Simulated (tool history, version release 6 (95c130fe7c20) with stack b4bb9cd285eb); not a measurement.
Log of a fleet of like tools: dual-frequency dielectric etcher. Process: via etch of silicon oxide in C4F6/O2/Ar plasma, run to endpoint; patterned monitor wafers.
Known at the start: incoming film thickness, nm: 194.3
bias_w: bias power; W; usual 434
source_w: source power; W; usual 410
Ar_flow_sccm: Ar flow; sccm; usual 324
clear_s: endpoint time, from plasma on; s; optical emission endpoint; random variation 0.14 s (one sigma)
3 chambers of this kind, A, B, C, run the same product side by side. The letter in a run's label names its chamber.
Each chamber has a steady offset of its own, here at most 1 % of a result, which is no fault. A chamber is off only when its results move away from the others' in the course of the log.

run	hour	bias_w	source_w	Ar_flow_sccm	clear_s
1C	11.4	434	410	324	44.986
2B	20.1	434	410	324	45.282
3A	29.9	434	410	324	44.956
4A	36.6	434	410	324	44.975
5B	43.0	434	410	324	45.188
6C	52.5	434	410	324	44.745
7C	59.7	434	410	324	44.850
8A	69.1	434	410	324	44.872
9B	76.3	434	410	324	45.189
10C	87.3	336	480	324	46.588
11B	96.8	336	480	324	46.804
12A	104.7	336	480	324	46.466
13A	112.8	434	410	324	44.931
14C	123.8	392	410	253	45.188
15B	131.0	392	410	253	45.804
# hour 136.6: chamber C: wet clean of the chamber
16A	136.9	392	410	253	45.318
17B	143.4	434	410	324	45.081
18C	150.7	434	410	324	46.612
19A	157.0	434	410	324	44.980
20B	167.3	434	410	324	45.239
21C	178.3	434	410	324	46.811
22C	187.5	434	410	324	46.643
# hour 190.7: chamber C: bias power generator calibrated
23B	194.1	434	410	324	45.229
# hour 196.9: chamber A: wet clean of the chamber
24A	203.5	434	410	274	43.951
25B	210.4	434	410	274	44.180
26C	216.9	434	410	274	45.411
27A	228.2	434	410	324	44.984
28A	233.3	434	410	324	44.985
29C	243.4	434	410	324	46.476
30B	249.0	434	410	324	45.455
31A	256.4	434	460	385	43.705
32C	265.9	434	460	385	45.407
33B	272.1	434	460	385	43.965
34C	277.6	434	410	369	47.094
35A	286.9	434	410	369	45.566
36B	294.0	434	410	369	45.702
37C	300.9	434	410	324	46.664
38A	311.3	434	410	324	45.167

All 3 chambers run these settings next. Forecast each chamber's results:
39A	319.8	434	460	324	?
39B	319.8	434	460	324	?
39C	319.8	434	460	324	?

run	clear_s
39A	43.141
39B	43.446
39C	44.438
